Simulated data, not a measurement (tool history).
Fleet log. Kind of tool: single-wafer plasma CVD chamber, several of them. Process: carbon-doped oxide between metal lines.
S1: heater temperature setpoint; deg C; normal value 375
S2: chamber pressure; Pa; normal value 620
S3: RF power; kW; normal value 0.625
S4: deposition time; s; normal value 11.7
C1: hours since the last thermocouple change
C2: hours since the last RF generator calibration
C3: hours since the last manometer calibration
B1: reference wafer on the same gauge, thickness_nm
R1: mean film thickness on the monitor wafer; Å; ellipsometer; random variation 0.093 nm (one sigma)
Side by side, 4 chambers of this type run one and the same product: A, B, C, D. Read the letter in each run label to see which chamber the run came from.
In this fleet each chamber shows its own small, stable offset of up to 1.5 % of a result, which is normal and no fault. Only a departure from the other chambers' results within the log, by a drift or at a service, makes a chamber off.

-- day=0.054 chamber D: RF generator calibrated
run 1D day=0.371 | S1=375 S2=620 S3=0.625 S4=11.7 | C1=1895.2 C2=7.7 C3=308.2 | B1=55.308 | R1=655.35
run 2C day=0.933 | S1=375 S2=620 S3=0.625 S4=11.7 | C1=1182.8 C2=779.6 C3=1200.2 | B1=55.279 | R1=647.59
run 3A day=1.233 | S1=375 S2=620 S3=0.625 S4=11.7 | C1=1083.4 C2=506.7 C3=72.7 | B1=55.277 | R1=656.96
run 4B day=1.567 | S1=375 S2=620 S3=0.625 S4=11.7 | C1=1497.1 C2=1563.8 C3=860.8 | B1=55.245 | R1=647.74
run 5B day=2.067 | S1=375 S2=620 S3=0.625 S4=11.7 | C1=1509.1 C2=1575.8 C3=872.8 | B1=55.255 | R1=648.37
run 6C day=2.621 | S1=375 S2=688 S3=0.71 S4=11.7 | C1=1223.3 C2=820.1 C3=1240.7 | B1=55.27 | R1=710.45
run 7D day=3.021 | S1=375 S2=688 S3=0.71 S4=11.7 | C1=1958.8 C2=71.3 C3=371.8 | B1=55.254 | R1=715.58
run 8A day=3.304 | S1=375 S2=688 S3=0.71 S4=11.7 | C1=1133.1 C2=556.4 C3=122.4 | B1=55.246 | R1=717.78
run 9A day=3.679 | S1=375 S2=688 S3=0.71 S4=11.7 | C1=1142.1 C2=565.4 C3=131.4 | B1=55.205 | R1=719.31
run 10D day=4.225 | S1=375 S2=620 S3=0.625 S4=11.7 | C1=1987.7 C2=100.2 C3=400.7 | B1=55.244 | R1=653.32
run 11B day=4.692 | S1=375 S2=620 S3=0.625 S4=11.7 | C1=1572.1 C2=1638.8 C3=935.8 | B1=55.214 | R1=644.71
run 12C day=5.058 | S1=375 S2=620 S3=0.625 S4=11.7 | C1=1281.8 C2=878.6 C3=1299.2 | B1=55.215 | R1=643.99
run 13D day=5.346 | S1=375 S2=620 S3=0.625 S4=11.7 | C1=2014.6 C2=127.1 C3=427.6 | B1=55.205 | R1=652.76
run 14C day=5.717 | S1=375 S2=620 S3=0.625 S4=11.7 | C1=1297.6 C2=894.4 C3=1315 | B1=55.206 | R1=643.85
run 15A day=6.308 | S1=375 S2=620 S3=0.625 S4=11.7 | C1=1205.2 C2=628.5 C3=194.5 | B1=55.185 | R1=653.68
run 16B day=6.646 | S1=375 S2=620 S3=0.625 S4=11.7 | C1=1619 C2=1685.7 C3=982.7 | B1=55.201 | R1=646.85
run 17D day=7.112 | S1=375 S2=620 S3=0.625 S4=11.7 | C1=2057 C2=169.5 C3=470 | B1=55.188 | R1=651.81
run 18A day=7.379 | S1=375 S2=620 S3=0.625 S4=11.7 | C1=1230.9 C2=654.2 C3=220.2 | B1=55.161 | R1=653.52
run 19B day=7.792 | S1=375 S2=620 S3=0.625 S4=11.7 | C1=1646.5 C2=1713.2 C3=1010.2 | B1=55.158 | R1=645.17
run 20C day=8.346 | S1=375 S2=516 S3=0.565 S4=11.7 | C1=1360.7 C2=957.5 C3=1378.1 | B1=55.134 | R1=589.3
run 21A day=8.788 | S1=375 S2=516 S3=0.565 S4=11.7 | C1=1264.7 C2=688 C3=254 | B1=55.153 | R1=598.97
run 22B day=9.258 | S1=375 S2=516 S3=0.565 S4=11.7 | C1=1681.7 C2=1748.4 C3=1045.4 | B1=55.134 | R1=589.52
run 23D day=9.729 | S1=375 S2=516 S3=0.565 S4=11.7 | C1=2119.8 C2=232.3 C3=532.8 | B1=55.111 | R1=599.71
run 24C day=10.171 | S1=375 S2=620 S3=0.625 S4=11.7 | C1=1404.5 C2=1001.3 C3=1421.9 | B1=55.121 | R1=644.47
run 25C day=10.625 | S1=375 S2=620 S3=0.625 S4=11.7 | C1=1415.4 C2=1012.2 C3=1432.8 | B1=55.113 | R1=642.67
run 26D day=11.004 | S1=375 S2=620 S3=0.625 S4=11.7 | C1=2150.4 C2=262.9 C3=563.4 | B1=55.113 | R1=650.52
run 27B day=11.421 | S1=375 S2=620 S3=0.625 S4=11.7 | C1=1733.6 C2=1800.3 C3=1097.3 | B1=55.086 | R1=645.99
run 28A day=11.796 | S1=375 S2=620 S3=0.625 S4=11.7 | C1=1336.9 C2=760.2 C3=326.2 | B1=55.085 | R1=653.35
run 29C day=12.167 | S1=375 S2=620 S3=0.625 S4=11.7 | C1=1452.4 C2=1049.2 C3=1469.8 | B1=55.09 | R1=643.94
run 30B day=12.471 | S1=375 S2=620 S3=0.625 S4=11.7 | C1=1758.8 C2=1825.5 C3=1122.5 | B1=55.064 | R1=644.6
run 31D day=13.042 | S1=375 S2=620 S3=0.625 S4=11.7 | C1=2199.3 C2=311.8 C3=612.3 | B1=55.071 | R1=650.2
run 32A day=13.454 | S1=375 S2=620 S3=0.625 S4=11.7 | C1=1376.7 C2=800 C3=366 | B1=55.041 | R1=652.26
run 33A day=14.025 | S1=375 S2=620 S3=0.625 S4=11.7 | C1=1390.4 C2=813.7 C3=379.7 | B1=55.045 | R1=652.73
run 34C day=14.421 | S1=375 S2=620 S3=0.625 S4=11.7 | C1=1506.5 C2=1103.3 C3=1523.9 | B1=55.032 | R1=642.77
run 35B day=14.854 | S1=375 S2=620 S3=0.625 S4=11.7 | C1=1816 C2=1882.7 C3=1179.7 | B1=55.021 | R1=645.35
run 36D day=15.438 | S1=375 S2=620 S3=0.625 S4=11.7 | C1=2256.8 C2=369.3 C3=669.8 | B1=55.013 | R1=649.86
-- day=15.483 chamber C: capacitance manometer re-zeroed and calibrated
run 37C day=15.808 | S1=375 S2=620 S3=0.625 S4=11.7 | C1=1539.8 C2=1136.6 C3=7.8 | B1=55.01 | R1=643.24
run 38A day=16.288 | S1=375 S2=620 S3=0.625 S4=11.7 | C1=1444.7 C2=868 C3=434 | B1=55.029 | R1=653.1
run 39B day=16.65 | S1=375 S2=620 S3=0.625 S4=11.7 | C1=1859.1 C2=1925.8 C3=1222.8 | B1=54.995 | R1=644.93
run 40D day=17.225 | S1=375 S2=620 S3=0.625 S4=12.7 | C1=2299.7 C2=412.2 C3=712.7 | B1=54.987 | R1=706
run 41D day=17.65 | S1=375 S2=620 S3=0.625 S4=12.7 | C1=2309.9 C2=422.4 C3=722.9 | B1=54.995 | R1=704.43

Next, all 4 chambers run the settings below, one line each with question marks for the results. What does each chamber give?
run 42A day=18.079 | S1=363 S2=620 S3=0.625 S4=11.7 | R1=?
run 42B day=18.079 | S1=363 S2=620 S3=0.625 S4=11.7 | R1=?
run 42C day=18.079 | S1=363 S2=620 S3=0.625 S4=11.7 | R1=?
run 42D day=18.079 | S1=363 S2=620 S3=0.625 S4=11.7 | R1=?

run=42A R1=672.3
run=42B R1=661.63
run=42C R1=659.63
run=42D R1=667.92
